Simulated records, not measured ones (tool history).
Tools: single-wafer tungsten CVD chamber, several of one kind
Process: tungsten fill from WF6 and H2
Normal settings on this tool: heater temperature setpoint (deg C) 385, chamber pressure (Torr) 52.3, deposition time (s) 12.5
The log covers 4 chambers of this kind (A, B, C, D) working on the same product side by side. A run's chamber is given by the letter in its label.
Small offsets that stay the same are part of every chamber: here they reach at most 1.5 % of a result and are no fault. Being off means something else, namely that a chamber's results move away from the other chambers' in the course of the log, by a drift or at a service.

run	hour	heater temperature setpoint (deg C)	chamber pressure (Torr)	deposition time (s)	hours since the last thermocouple change	hours since the last manometer calibration	read-back reference wafer on the same gauge, thickness_nm	mean film thickness on the monitor wafer (nm)
1D	14.4	385	52.3	12.5	138.4	314.4	34.48	35.423
2C	21.4	385	52.3	12.5	1124.4	513.3	34.496	35.12
3B	31.4	385	52.3	12.5	1026.2	58.9	34.51	35.199
4A	40.9	385	52.3	12.5	2046.8	2418.2	34.486	34.83
5A	56	385	52.3	12.5	2061.9	2433.3	34.526	34.793
6D	63.2	385	52.3	12.5	187.2	363.2	34.506	35.113
7B	71.2	385	52.3	12.5	1066	98.7	34.497	35.122
8C	86.5	385	52.3	12.5	1189.5	578.4	34.516	34.954
9B	102.3	385	52.3	12.5	1097.1	129.8	34.495	35.126
10C	116.4	385	52.3	12.5	1219.4	608.3	34.501	35.035
11A	126.5	385	52.3	12.5	2132.4	2503.8	34.543	34.988
12D	133.6	385	52.3	12.5	257.6	433.6	34.504	35.284
13B	147.1	385	52.3	12.5	1141.9	174.6	34.514	35.292
14D	159.5	385	61.6	12.5	283.5	459.5	34.496	37.886
15C	170.2	385	61.6	12.5	1273.2	662.1	34.483	37.81
16A	183.4	385	61.6	12.5	2189.3	2560.7	34.485	37.563
17D	199.7	385	61.6	12.5	323.7	499.7	34.481	37.745
18C	212.2	375	52.3	11.7	1315.2	704.1	34.522	26.909
19A	221.4	375	52.3	11.7	2227.3	2598.7	34.494	26.497
20B	235.4	375	52.3	11.7	1230.2	262.9	34.5	26.843
21C	249.8	375	52.3	11.7	1352.8	741.7	34.489	26.763
22A	259	385	52.3	12.5	2264.9	2636.3	34.502	34.696
23D	267.2	385	52.3	12.5	391.2	567.2	34.474	35.161
24B	276.4	391	52.3	12.5	1271.2	303.9	34.482	39.511
25B	290.1	391	52.3	12.5	1284.9	317.6	34.497	39.468
26D	298.1	391	52.3	12.5	422.1	598.1	34.501	39.635
27A	307	391	52.3	12.5	2312.9	2684.3	34.506	39.254
28C	318.1	385	52.3	12.5	1421.1	810	34.503	35.064
29B	330.6	385	52.3	12.5	1325.4	358.1	34.519	35.198
30C	344.5	385	52.3	12.5	1447.5	836.4	34.497	34.96
31D	354.3	385	52.3	12.5	478.3	654.3	34.518	35.306
32A	365.2	385	52.3	12.5	2371.1	2742.5	34.502	34.733
33C	379.4	385	52.3	12.5	1482.4	871.3	34.503	34.958
34D	395.4	385	52.3	12.5	519.4	695.4	34.508	35.19
35A	411.7	385	52.3	12.5	2417.6	2789	34.493	34.979
36B	422.9	385	52.3	12.5	1417.7	450.4	34.497	35.057
37A	430.5	385	52.3	12.5	2436.4	2807.8	34.511	34.972
38B	446.7	385	52.3	12.5	1441.5	474.2	34.498	35.176
39D	455.4	385	52.3	12.5	579.4	755.4	34.508	35.123
40C	466.3	385	52.3	12.5	1569.3	958.2	34.512	35.191
# hour 472.9: chamber A: capacitance manometer re-zeroed and calibrated
41B	476.8	385	44.4	10.4	1471.6	504.3	34.478	27.217
42D	489.1	385	44.4	10.4	613.1	789.1	34.474	27.098
43A	496.9	385	44.4	10.4	2502.8	24	34.5	26.78
44C	512.1	385	44.4	10.4	1615.1	1004	34.525	26.975

What goes on in this fleet: one chamber off, a drifting gauge, or nothing beyond the chambers' own small offsets? Name the chamber and the cause, if any.

All chambers stay in line apart from their small fixed offsets, and the gauge does not drift.
